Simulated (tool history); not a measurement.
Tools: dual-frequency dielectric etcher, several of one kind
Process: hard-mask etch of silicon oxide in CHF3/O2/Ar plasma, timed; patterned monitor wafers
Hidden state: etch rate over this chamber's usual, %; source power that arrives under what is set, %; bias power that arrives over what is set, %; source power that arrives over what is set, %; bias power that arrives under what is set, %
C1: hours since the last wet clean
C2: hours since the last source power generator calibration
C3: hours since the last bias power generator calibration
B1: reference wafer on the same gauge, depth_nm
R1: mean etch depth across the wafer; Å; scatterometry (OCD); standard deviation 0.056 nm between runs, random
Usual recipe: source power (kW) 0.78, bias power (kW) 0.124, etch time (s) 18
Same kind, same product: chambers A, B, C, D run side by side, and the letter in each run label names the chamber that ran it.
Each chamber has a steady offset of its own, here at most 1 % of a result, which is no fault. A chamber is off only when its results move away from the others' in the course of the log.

Run 1C, hour 15: usual settings; C1 455.5; C2 2847.8; C3 1537.5; B1 34.012. Result: R1 351.15 Å.
Run 2B, hour 24.7: usual settings; C1 348.8; C2 533; C3 637.6; B1 34.016. Result: R1 351.35 Å.
Run 3A, hour 37.1: usual settings; C1 430.5; C2 1418.8; C3 536; B1 34.034. Result: R1 347.56 Å.
Run 4D, hour 44.9: usual settings; C1 586.8; C2 1954.3; C3 660.9; B1 34.029. Result: R1 349.73 Å.
Run 5D, hour 58.2: usual settings; C1 600.1; C2 1967.6; C3 674.2; B1 34.038. Result: R1 350.64 Å.
Run 6A, hour 68: usual settings but bias power (kW) 0.137, etch time (s) 22; C1 461.4; C2 1449.7; C3 566.9; B1 34.054. Result: R1 436.75 Å.
At hour 75.5: chamber C: wet clean of the chamber.
At hour 75.9: chamber B: wet clean of the chamber.
Run 7B, hour 76.5: usual settings but bias power (kW) 0.137, etch time (s) 22; C1 0.6; C2 584.8; C3 689.4; B1 34.048. Result: R1 442.24 Å.
Run 8C, hour 88: usual settings but bias power (kW) 0.137, etch time (s) 22; C1 12.6; C2 2920.8; C3 1610.5; B1 34.065. Result: R1 442.99 Å.
Run 9B, hour 97.4: usual settings but bias power (kW) 0.137, etch time (s) 22; C1 21.5; C2 605.7; C3 710.3; B1 34.049. Result: R1 442.14 Å.
At hour 102.7: chamber A: wet clean of the chamber.
Run 10C, hour 107.1: usual settings; C1 31.7; C2 2939.9; C3 1629.6; B1 34.066. Result: R1 353.33 Å.
Run 11D, hour 115.4: usual settings; C1 657.3; C2 2024.8; C3 731.4; B1 34.06. Result: R1 351.54 Å.
At hour 116.5: chamber D: wet clean of the chamber.
Run 12A, hour 123.9: usual settings; C1 21.2; C2 1505.6; C3 622.8; B1 34.064. Result: R1 348.6 Å.
Run 13C, hour 134.8: usual settings; C1 59.4; C2 2967.6; C3 1657.3; B1 34.075. Result: R1 351.63 Å.
Run 14A, hour 146.7: usual settings; C1 44; C2 1528.4; C3 645.6; B1 34.097. Result: R1 348.84 Å.
Run 15D, hour 154.9: usual settings; C1 38.4; C2 2064.3; C3 770.9; B1 34.096. Result: R1 351.25 Å.
At hour 157.4: chamber A: source power generator calibrated.
Run 16B, hour 164.7: usual settings; C1 88.8; C2 673; C3 777.6; B1 34.106. Result: R1 350.84 Å.
Run 17B, hour 175.7: usual settings; C1 99.8; C2 684; C3 788.6; B1 34.095. Result: R1 352.49 Å.
Run 18D, hour 185.7: usual settings but bias power (kW) 0.107, etch time (s) 22; C1 69.2; C2 2095.1; C3 801.7; B1 34.119. Result: R1 412.37 Å.
Run 19A, hour 194.9: usual settings but bias power (kW) 0.107, etch time (s) 22; C1 92.2; C2 37.5; C3 693.8; B1 34.117. Result: R1 409.41 Å.
Run 20C, hour 208.1: usual settings but bias power (kW) 0.107, etch time (s) 22; C1 132.7; C2 3040.9; C3 1730.6; B1 34.126. Result: R1 412.06 Å.
Run 21C, hour 215.4: usual settings but bias power (kW) 0.107, etch time (s) 22; C1 140; C2 3048.2; C3 1737.9; B1 34.145. Result: R1 413.52 Å.
Run 22B, hour 230.4: usual settings; C1 154.5; C2 738.7; C3 843.3; B1 34.14. Result: R1 351.64 Å.
Run 23A, hour 240.2: usual settings but bias power (kW) 0.15; C1 137.5; C2 82.8; C3 739.1; B1 34.143. Result: R1 370.32 Å.
Run 24D, hour 247.2: usual settings but bias power (kW) 0.15; C1 130.7; C2 2156.6; C3 863.2; B1 34.151. Result: R1 373.53 Å.
Run 25B, hour 255.8: usual settings but bias power (kW) 0.15; C1 179.9; C2 764.1; C3 868.7; B1 34.146. Result: R1 373.92 Å.
At hour 258.3: chamber D: source power generator calibrated.
Run 26D, hour 266.5: usual settings but bias power (kW) 0.15; C1 150; C2 8.3; C3 882.5; B1 34.158. Result: R1 373.59 Å.
Run 27A, hour 273.2: usual settings but etch time (s) 21.5; C1 170.5; C2 115.8; C3 772.1; B1 34.192. Result: R1 418.12 Å.
Run 28C, hour 287.4: usual settings but etch time (s) 21.5; C1 212; C2 3120.2; C3 1809.9; B1 34.176. Result: R1 421.26 Å.
Run 29A, hour 300.3: usual settings but etch time (s) 21.5; C1 197.6; C2 142.9; C3 799.2; B1 34.172. Result: R1 418.23 Å.
Run 30B, hour 309.2: usual settings but etch time (s) 21.5; C1 233.3; C2 817.5; C3 922.1; B1 34.197. Result: R1 420.77 Å.
Run 31D, hour 319: usual settings; C1 202.5; C2 60.8; C3 935; B1 34.208. Result: R1 352.45 Å.
Run 32C, hour 326.4: usual settings; C1 251; C2 3159.2; C3 1848.9; B1 34.213. Result: R1 352.88 Å.
Run 33B, hour 333.1: usual settings; C1 257.2; C2 841.4; C3 946; B1 34.209. Result: R1 352.22 Å.
Run 34D, hour 340.5: usual settings; C1 224; C2 82.3; C3 956.5; B1 34.202. Result: R1 353.4 Å.
Run 35A, hour 347.7: usual settings; C1 245; C2 190.3; C3 846.6; B1 34.221. Result: R1 349.8 Å.

What goes on in this fleet: one chamber off, a drifting gauge, or nothing beyond the chambers' own small offsets? Name the chamber and the cause, if any.

The gauge drifts, so all chambers seem to drift together. No chamber is off.
Likeliest cause: gauge reads high (%) = 0.658.
